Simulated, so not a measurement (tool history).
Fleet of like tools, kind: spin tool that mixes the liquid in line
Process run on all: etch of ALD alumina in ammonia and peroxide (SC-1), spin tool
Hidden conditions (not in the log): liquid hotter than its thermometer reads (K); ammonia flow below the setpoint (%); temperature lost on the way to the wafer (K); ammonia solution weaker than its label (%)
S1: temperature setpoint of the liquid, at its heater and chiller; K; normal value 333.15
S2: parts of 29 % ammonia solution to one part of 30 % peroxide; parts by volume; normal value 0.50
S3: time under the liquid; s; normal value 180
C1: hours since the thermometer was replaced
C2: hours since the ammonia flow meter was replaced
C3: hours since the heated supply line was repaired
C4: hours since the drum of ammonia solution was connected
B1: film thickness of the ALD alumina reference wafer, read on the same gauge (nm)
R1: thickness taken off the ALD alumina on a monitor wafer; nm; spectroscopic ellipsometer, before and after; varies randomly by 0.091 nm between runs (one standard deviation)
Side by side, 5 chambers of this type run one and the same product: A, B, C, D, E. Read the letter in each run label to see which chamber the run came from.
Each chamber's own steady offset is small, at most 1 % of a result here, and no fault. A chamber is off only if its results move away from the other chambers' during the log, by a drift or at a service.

{"run": "1B", "day": 0.479, "S1": 333.15, "S2": 0.5, "S3": 180, "C1": 1177.7, "C2": 1375.3, "C3": 2738.2, "C4": 177.8, "B1": 139.97, "R1": 12.644}
{"run": "2E", "day": 0.862, "S1": 333.15, "S2": 0.5, "S3": 180, "C1": 1626.9, "C2": 522.2, "C3": 473.1, "C4": 612.4, "B1": 140.03, "R1": 12.534}
{"day": 1.138, "done": "chamber A: new drum of ammonia solution connected"}
{"run": "3C", "day": 1.2, "S1": 333.15, "S2": 0.5, "S3": 180, "C1": 1226.4, "C2": 311.2, "C3": 2151.3, "C4": 688.6, "B1": 139.96, "R1": 12.58}
{"run": "4D", "day": 1.758, "S1": 333.15, "S2": 0.5, "S3": 180, "C1": 611.6, "C2": 43.7, "C3": 1789.0, "C4": 405.4, "B1": 140.04, "R1": 12.79}
{"day": 1.883, "done": "chamber D: new drum of ammonia solution connected"}
{"day": 1.983, "done": "chamber C: heated supply line repaired"}
{"run": "5A", "day": 2.371, "S1": 333.15, "S2": 0.5, "S3": 180, "C1": 66.2, "C2": 498.8, "C3": 1799.1, "C4": 29.6, "B1": 140.0, "R1": 12.729}
{"run": "6B", "day": 2.679, "S1": 333.15, "S2": 0.5, "S3": 180, "C1": 1230.5, "C2": 1428.1, "C3": 2791.0, "C4": 230.6, "B1": 140.02, "R1": 12.611}
{"run": "7D", "day": 3.242, "S1": 333.15, "S2": 0.5, "S3": 180, "C1": 647.2, "C2": 79.3, "C3": 1824.6, "C4": 32.6, "B1": 139.98, "R1": 12.678}
{"run": "8E", "day": 3.554, "S1": 333.15, "S2": 0.5, "S3": 180, "C1": 1691.5, "C2": 586.8, "C3": 537.7, "C4": 677.0, "B1": 139.99, "R1": 12.465}
{"day": 3.804, "done": "chamber E: new drum of ammonia solution connected"}
{"run": "9C", "day": 3.875, "S1": 333.15, "S2": 0.5, "S3": 180, "C1": 1290.6, "C2": 375.4, "C3": 45.5, "C4": 752.8, "B1": 140.02, "R1": 12.627}
{"day": 3.992, "done": "chamber C: new drum of ammonia solution connected"}
{"run": "10A", "day": 4.279, "S1": 333.15, "S2": 0.5, "S3": 180, "C1": 112.0, "C2": 544.6, "C3": 1844.9, "C4": 75.4, "B1": 139.98, "R1": 12.734}
{"run": "11B", "day": 4.633, "S1": 333.15, "S2": 0.5, "S3": 180, "C1": 1277.4, "C2": 1475.0, "C3": 2837.9, "C4": 277.5, "B1": 140.01, "R1": 12.48}
{"run": "12C", "day": 5.1, "S1": 333.15, "S2": 0.5, "S3": 180, "C1": 1320.0, "C2": 404.8, "C3": 74.9, "C4": 26.6, "B1": 140.0, "R1": 12.631}
{"day": 5.262, "done": "chamber D: thermometer replaced"}
{"run": "13A", "day": 5.562, "S1": 333.15, "S2": 0.5, "S3": 180, "C1": 142.8, "C2": 575.4, "C3": 1875.7, "C4": 106.2, "B1": 139.98, "R1": 12.526}
{"run": "14E", "day": 5.854, "S1": 333.15, "S2": 0.5, "S3": 180, "C1": 1746.7, "C2": 642.0, "C3": 592.9, "C4": 49.2, "B1": 140.03, "R1": 12.797}
{"run": "15D", "day": 6.45, "S1": 333.15, "S2": 0.5, "S3": 180, "C1": 28.6, "C2": 156.3, "C3": 1901.6, "C4": 109.6, "B1": 140.01, "R1": 12.772}
{"run": "16E", "day": 6.754, "S1": 333.15, "S2": 0.5, "S3": 180, "C1": 1768.3, "C2": 663.6, "C3": 614.5, "C4": 70.8, "B1": 139.97, "R1": 12.662}
{"run": "17D", "day": 7.042, "S1": 333.15, "S2": 0.5, "S3": 180, "C1": 42.8, "C2": 170.5, "C3": 1915.8, "C4": 123.8, "B1": 140.0, "R1": 12.63}
{"run": "18B", "day": 7.546, "S1": 333.15, "S2": 0.5, "S3": 180, "C1": 1347.3, "C2": 1544.9, "C3": 2907.8, "C4": 347.4, "B1": 140.02, "R1": 12.754}
{"run": "19C", "day": 8.017, "S1": 333.15, "S2": 0.5, "S3": 180, "C1": 1390.0, "C2": 474.8, "C3": 144.9, "C4": 96.6, "B1": 140.0, "R1": 12.538}
{"run": "20A", "day": 8.425, "S1": 333.15, "S2": 0.5, "S3": 180, "C1": 211.5, "C2": 644.1, "C3": 1944.4, "C4": 174.9, "B1": 140.0, "R1": 12.355}
{"run": "21A", "day": 8.75, "S1": 333.15, "S2": 0.5, "S3": 180, "C1": 219.3, "C2": 651.9, "C3": 1952.2, "C4": 182.7, "B1": 140.01, "R1": 12.433}
{"run": "22E", "day": 9.333, "S1": 333.15, "S2": 0.5, "S3": 180, "C1": 1830.2, "C2": 725.5, "C3": 676.4, "C4": 132.7, "B1": 140.04, "R1": 12.628}
{"run": "23B", "day": 9.658, "S1": 333.15, "S2": 0.5, "S3": 180, "C1": 1398.0, "C2": 1595.6, "C3": 2958.5, "C4": 398.1, "B1": 140.04, "R1": 12.49}
{"run": "24D", "day": 10.067, "S1": 333.15, "S2": 0.5, "S3": 180, "C1": 115.4, "C2": 243.1, "C3": 1988.4, "C4": 196.4, "B1": 140.0, "R1": 12.586}
{"run": "25C", "day": 10.617, "S1": 333.15, "S2": 0.5, "S3": 180, "C1": 1452.4, "C2": 537.2, "C3": 207.3, "C4": 159.0, "B1": 140.0, "R1": 12.583}
{"run": "26D", "day": 11.158, "S1": 333.15, "S2": 0.5, "S3": 180, "C1": 141.6, "C2": 269.3, "C3": 2014.6, "C4": 222.6, "B1": 139.97, "R1": 12.822}
{"run": "27C", "day": 11.467, "S1": 333.15, "S2": 0.5, "S3": 180, "C1": 1472.8, "C2": 557.6, "C3": 227.7, "C4": 179.4, "B1": 139.99, "R1": 12.666}
{"run": "28A", "day": 12.079, "S1": 333.15, "S2": 0.5, "S3": 180, "C1": 299.2, "C2": 731.8, "C3": 2032.1, "C4": 262.6, "B1": 140.03, "R1": 12.403}
{"run": "29B", "day": 12.558, "S1": 333.15, "S2": 0.5, "S3": 180, "C1": 1467.6, "C2": 1665.2, "C3": 3028.1, "C4": 467.7, "B1": 139.94, "R1": 12.454}
{"run": "30E", "day": 13.004, "S1": 333.15, "S2": 0.5, "S3": 180, "C1": 1918.3, "C2": 813.6, "C3": 764.5, "C4": 220.8, "B1": 140.04, "R1": 12.651}
{"run": "31E", "day": 13.592, "S1": 333.15, "S2": 0.5, "S3": 180, "C1": 1932.4, "C2": 827.7, "C3": 778.6, "C4": 234.9, "B1": 139.97, "R1": 12.466}
{"run": "32B", "day": 13.971, "S1": 333.15, "S2": 0.5, "S3": 180, "C1": 1501.5, "C2": 1699.1, "C3": 3062.0, "C4": 501.6, "B1": 139.99, "R1": 12.444}
{"run": "33D", "day": 14.358, "S1": 333.15, "S2": 0.5, "S3": 180, "C1": 218.4, "C2": 346.1, "C3": 2091.4, "C4": 299.4, "B1": 139.97, "R1": 12.626}
{"run": "34A", "day": 14.825, "S1": 333.15, "S2": 0.5, "S3": 180, "C1": 365.1, "C2": 797.7, "C3": 2098.0, "C4": 328.5, "B1": 139.99, "R1": 12.194}
{"day": 15.167, "done": "chamber E: heated supply line repaired"}
{"run": "35C", "day": 15.45, "S1": 333.15, "S2": 0.5, "S3": 180, "C1": 1568.4, "C2": 653.2, "C3": 323.3, "C4": 275.0, "B1": 139.97, "R1": 12.592}
{"run": "36D", "day": 15.875, "S1": 333.15, "S2": 0.5, "S3": 180, "C1": 254.8, "C2": 382.5, "C3": 2127.8, "C4": 335.8, "B1": 139.99, "R1": 12.779}
{"run": "37B", "day": 16.179, "S1": 333.15, "S2": 0.5, "S3": 180, "C1": 1554.5, "C2": 1752.1, "C3": 3115.0, "C4": 554.6, "B1": 140.03, "R1": 12.553}
{"run": "38C", "day": 16.688, "S1": 333.15, "S2": 0.5, "S3": 180, "C1": 1598.1, "C2": 682.9, "C3": 353.0, "C4": 304.7, "B1": 140.0, "R1": 12.599}
{"run": "39A", "day": 17.154, "S1": 341.65, "S2": 0.65, "S3": 180, "C1": 421.0, "C2": 853.6, "C3": 2153.9, "C4": 384.4, "B1": 140.02, "R1": 18.949}
{"run": "40E", "day": 17.492, "S1": 341.65, "S2": 0.65, "S3": 180, "C1": 2026.0, "C2": 921.3, "C3": 55.9, "C4": 328.5, "B1": 140.02, "R1": 19.869}
{"run": "41B", "day": 18.083, "S1": 341.65, "S2": 0.65, "S3": 180, "C1": 1600.2, "C2": 1797.8, "C3": 3160.7, "C4": 600.3, "B1": 140.02, "R1": 19.64}
{"run": "42A", "day": 18.542, "S1": 341.65, "S2": 0.65, "S3": 180, "C1": 454.3, "C2": 886.9, "C3": 2187.2, "C4": 417.7, "B1": 139.98, "R1": 18.773}

Read the log: is a single chamber off, either drifting away or since a service, is the gauge that measures every chamber drifting, or is nothing wrong beyond small per-chamber offsets? Name any odd chamber and what most likely caused it.

One chamber, A, drifts off from the rest bit by bit.
What lies behind it: temperature lost on the way to the wafer (K) = 1.19.
It could be hard to tell apart here from: liquid colder than its thermometer reads (K).

Which of the 4 candidates below, each the usual settings with something changed and its results left as question marks, puts chamber A back in line with what the other chambers give on the usual settings?
Allowed miss from the other chambers' usual-settings mean, per result, to count as in line: R1 0.320 nm
{"run": "43A-1", "day": 18.996, "S1": 334.15, "S2": 0.5, "S3": 190, "R1": "?"}
{"run": "43A-2", "day": 18.996, "S1": 333.15, "S2": 0.5, "S3": 160, "R1": "?"}
{"run": "43A-3", "day": 18.996, "S1": 333.15, "S2": 0.25, "S3": 180, "R1": "?"}
{"run": "43A-4", "day": 18.996, "S1": 333.15, "S2": 0.5, "S3": 190, "R1": "?"}

Average result of the remaining chambers running the usual settings: R1 12.643 nm
run=43A-1 R1=13.322
run=43A-2 R1=10.643
run=43A-3 R1=11.228
run=43A-4 R1=12.639
43A-4 is the one that brings the chamber's results back in line with the other chambers.
